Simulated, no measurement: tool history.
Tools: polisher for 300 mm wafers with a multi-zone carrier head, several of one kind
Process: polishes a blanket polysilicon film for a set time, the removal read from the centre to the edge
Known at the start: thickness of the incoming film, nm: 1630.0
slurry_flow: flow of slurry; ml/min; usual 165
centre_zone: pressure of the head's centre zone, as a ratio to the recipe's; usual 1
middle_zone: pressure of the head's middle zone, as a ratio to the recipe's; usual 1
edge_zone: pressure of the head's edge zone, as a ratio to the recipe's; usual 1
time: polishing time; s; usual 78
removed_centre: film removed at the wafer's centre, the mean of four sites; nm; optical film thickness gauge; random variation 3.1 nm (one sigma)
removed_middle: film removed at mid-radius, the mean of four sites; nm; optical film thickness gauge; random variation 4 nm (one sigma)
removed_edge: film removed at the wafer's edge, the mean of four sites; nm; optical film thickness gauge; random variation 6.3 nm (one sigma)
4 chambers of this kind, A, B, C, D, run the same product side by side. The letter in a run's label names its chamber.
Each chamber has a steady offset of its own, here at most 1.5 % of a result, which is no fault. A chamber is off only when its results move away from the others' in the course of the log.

-- day=0.121 chamber B: centre zone pressure recalibrated
run 1C day=0.346 | slurry_flow=165 centre_zone=1 middle_zone=1 edge_zone=1 time=78 | removed_centre=508.46 removed_middle=514.82 removed_edge=507.39
run 2D day=0.654 | slurry_flow=165 centre_zone=1 middle_zone=1 edge_zone=1 time=78 | removed_centre=510.59 removed_middle=508.43 removed_edge=502.51
run 3A day=0.925 | slurry_flow=165 centre_zone=1 middle_zone=1 edge_zone=1 time=78 | removed_centre=511.18 removed_middle=508.83 removed_edge=505.76
run 4B day=1.471 | slurry_flow=165 centre_zone=1 middle_zone=1 edge_zone=1 time=78 | removed_centre=504.39 removed_middle=504.03 removed_edge=504.26
-- day=1.475 chamber D: worn pad replaced by a new one
run 5A day=1.996 | slurry_flow=165 centre_zone=1 middle_zone=1 edge_zone=1 time=78 | removed_centre=505.43 removed_middle=497.47 removed_edge=504.02
-- day=2.242 chamber B: worn pad replaced by a new one
-- day=2.262 chamber C: worn pad replaced by a new one
run 6D day=2.388 | slurry_flow=165 centre_zone=1 middle_zone=1 edge_zone=1 time=78 | removed_centre=497.07 removed_middle=506.7 removed_edge=515.73
run 7B day=2.825 | slurry_flow=165 centre_zone=0.88 middle_zone=1 edge_zone=1 time=94 | removed_centre=532.77 removed_middle=614.64 removed_edge=627.04
-- day=3.358 chamber A: centre zone pressure recalibrated
run 8C day=3.362 | slurry_flow=165 centre_zone=0.88 middle_zone=1 edge_zone=1 time=94 | removed_centre=529.81 removed_middle=609.33 removed_edge=625.92
-- day=3.404 chamber C: edge zone pressure recalibrated
run 9B day=3.658 | slurry_flow=165 centre_zone=0.88 middle_zone=1 edge_zone=1 time=94 | removed_centre=532.77 removed_middle=609.87 removed_edge=620.78
run 10D day=4.054 | slurry_flow=165 centre_zone=0.88 middle_zone=1 edge_zone=1 time=94 | removed_centre=522.37 removed_middle=614.3 removed_edge=605.35
-- day=4.15 chamber C: worn pad replaced by a new one
run 11C day=4.408 | slurry_flow=165 centre_zone=1 middle_zone=1 edge_zone=1 time=78 | removed_centre=510.01 removed_middle=504.42 removed_edge=511.45
-- day=4.629 chamber A: worn pad replaced by a new one
run 12A day=4.688 | slurry_flow=165 centre_zone=1 middle_zone=1 edge_zone=1 time=78 | removed_centre=510.86 removed_middle=507.13 removed_edge=500.94
-- day=4.888 chamber D: edge zone pressure recalibrated
run 13D day=4.942 | slurry_flow=120 centre_zone=1 middle_zone=1 edge_zone=1 time=96 | removed_centre=567.39 removed_middle=583.63 removed_edge=593.04
run 14C day=5.333 | slurry_flow=120 centre_zone=1 middle_zone=1 edge_zone=1 time=96 | removed_centre=576.56 removed_middle=586.62 removed_edge=597.44
-- day=5.458 chamber B: worn pad replaced by a new one
-- day=5.471 chamber D: worn pad replaced by a new one
run 15A day=5.642 | slurry_flow=120 centre_zone=1 middle_zone=1 edge_zone=1 time=96 | removed_centre=588.43 removed_middle=589.36 removed_edge=579.61
run 16B day=6.158 | slurry_flow=120 centre_zone=1 middle_zone=1 edge_zone=1 time=96 | removed_centre=578.69 removed_middle=583.98 removed_edge=612.73
run 17B day=6.554 | slurry_flow=165 centre_zone=1 middle_zone=1 edge_zone=1 time=78 | removed_centre=510.31 removed_middle=504.52 removed_edge=513.58
-- day=6.608 chamber C: worn pad replaced by a new one
run 18A day=6.933 | slurry_flow=165 centre_zone=1 middle_zone=1 edge_zone=1 time=78 | removed_centre=511.81 removed_middle=502.64 removed_edge=512.99
run 19D day=7.392 | slurry_flow=165 centre_zone=1 middle_zone=1 edge_zone=1 time=78 | removed_centre=485.34 removed_middle=491.84 removed_edge=497.4
run 20C day=7.788 | slurry_flow=165 centre_zone=1 middle_zone=1 edge_zone=1 time=78 | removed_centre=508.42 removed_middle=512.55 removed_edge=515.41
-- day=8.075 chamber B: edge zone pressure recalibrated
run 21B day=8.1 | slurry_flow=165 centre_zone=1 middle_zone=1 edge_zone=1 time=78 | removed_centre=505.52 removed_middle=514.05 removed_edge=502.1
run 22C day=8.625 | slurry_flow=165 centre_zone=1 middle_zone=1 edge_zone=1 time=78 | removed_centre=508.58 removed_middle=503.45 removed_edge=507.92
run 23D day=8.896 | slurry_flow=165 centre_zone=1 middle_zone=1 edge_zone=1 time=78 | removed_centre=482.6 removed_middle=490.16 removed_edge=501.09
run 24A day=9.329 | slurry_flow=165 centre_zone=1 middle_zone=1 edge_zone=1 time=78 | removed_centre=511.72 removed_middle=501.96 removed_edge=500.46

Is one chamber off against the others, does the gauge drift, or is nothing wrong? If a chamber is off, say which, and what the likeliest cause is.

Chamber D drifts away from the others.
Cause: slurry flow missing at the pad, % = 21.6.

Here are 4 candidates for chamber D's next run, each the usual settings with a change, their results left as question marks. Which one brings its results back in line with what the others give on the usual settings?
In line means no further than this from the other chambers' mean on the usual settings: removed_centre 11 nm; removed_middle 14 nm; removed_edge 22 nm
run 25D-1 day=9.717 | slurry_flow=160 centre_zone=0.98 middle_zone=1.01 edge_zone=1 time=75 | removed_centre=? removed_middle=? removed_edge=?
run 25D-2 day=9.717 | slurry_flow=165 centre_zone=0.99 middle_zone=1 edge_zone=1 time=77 | removed_centre=? removed_middle=? removed_edge=?
run 25D-3 day=9.717 | slurry_flow=170 centre_zone=1.02 middle_zone=0.99 edge_zone=1 time=81 | removed_centre=? removed_middle=? removed_edge=?
run 25D-4 day=9.717 | slurry_flow=165 centre_zone=1.01 middle_zone=1 edge_zone=1 time=79 | removed_centre=? removed_middle=? removed_edge=?

The other chambers' mean on the usual settings: removed_centre 507.61 nm; removed_middle 506.33 nm; removed_edge 509.99 nm
run=25D-1 removed_centre=446.09 removed_middle=472.13 removed_edge=468.34
run=25D-2 removed_centre=466.78 removed_middle=483.73 removed_edge=483.27
run=25D-3 removed_centre=511.1 removed_middle=507.5 removed_edge=510.83
run=25D-4 removed_centre=489.51 removed_middle=496.23 removed_edge=495.83
25D-3 brings the chamber back in line.
